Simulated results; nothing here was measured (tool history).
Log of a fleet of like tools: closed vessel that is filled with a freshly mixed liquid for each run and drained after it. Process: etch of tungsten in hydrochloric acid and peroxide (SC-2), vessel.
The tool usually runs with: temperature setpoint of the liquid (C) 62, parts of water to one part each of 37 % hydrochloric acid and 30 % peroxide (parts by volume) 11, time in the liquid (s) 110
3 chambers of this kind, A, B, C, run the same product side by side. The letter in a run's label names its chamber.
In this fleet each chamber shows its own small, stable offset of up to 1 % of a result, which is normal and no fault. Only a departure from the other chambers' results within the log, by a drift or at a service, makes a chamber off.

run,hour,temperature setpoint of the liquid (C),parts of water to one part each of 37 % hydrochloric acid and 30 % peroxide (parts by volume),time in the liquid (s),"read-back film thickness of the tungsten reference wafer, read on the same gauge (nm)",thickness taken off the tungsten on a monitor wafer (angstrom)
1B,6.7,62,11,110,140.01,366.7
2C,13.1,62,11,110,139.99,364.85
3A,19.1,62,11,110,139.99,369.11
4B,25.9,62,11,110,139.99,366.57
5A,36.8,62,11,110,140.02,368.85
# hour 40.6: chamber A: new drum of peroxide connected
6C,43.2,62,11,110,139.98,363.75
7C,52.5,62,14,110,140.01,298.78
8B,61,62,14,110,139.99,297.35
9A,71.6,62,14,110,139.99,298.69
10C,78.7,62,11,110,140.02,362.64
# hour 82.3: chamber B: new drum of peroxide connected
11A,84.5,62,11,110,139.96,366.61
12B,94.8,62,11,90,139.97,302.25
13A,101.9,62,11,90,139.99,303.45
14C,108.9,62,11,90,140.02,298.56
15B,118.1,62,11,110,140,369.25
16B,124.9,62,11,110,140,366.38
17C,132.5,62,11,110,140.01,362.27
18A,138.2,62,11,110,139.97,375.93
19A,148.9,62,11,110,139.96,377.32
20B,159.6,71,11,75,140.01,427.95
21C,165.6,71,11,75,140.01,420.93
22A,173.5,71,11,75,139.99,453.44
23B,178.7,62,11,110,140.01,366.67
# hour 180.9: chamber C: chemicals flow meter replaced
24C,187.8,62,11,110,140,368.79
25A,195.3,62,11,110,140.01,398.07
26B,201,62,11,110,139.99,370.09
27C,209.3,62,11,110,140,363.47
# hour 212.6: chamber A: chemicals flow meter replaced
28A,218.3,62,11,110,140.01,397.22
# hour 226.4: chamber B: chemicals flow meter replaced
29C,226.7,62,11,110,140.02,370.34
30B,235.1,62,11,110,140.01,368.59
31A,242.4,62,11,110,139.97,399.62
32C,251.1,62,11,110,139.96,367.12
33B,256.6,62,11,110,139.94,373.76
34C,267.1,62,11,110,140.04,367.99

Predict what each chamber gives when all 3 of them run the settings below next.
35A,275.2,65.5,11,110,,?
35B,275.2,65.5,11,110,,?
35C,275.2,65.5,11,110,,?

run,thickness taken off the tungsten on a monitor wafer (angstrom)
35A,510.39
35B,463.83
35C,454.05
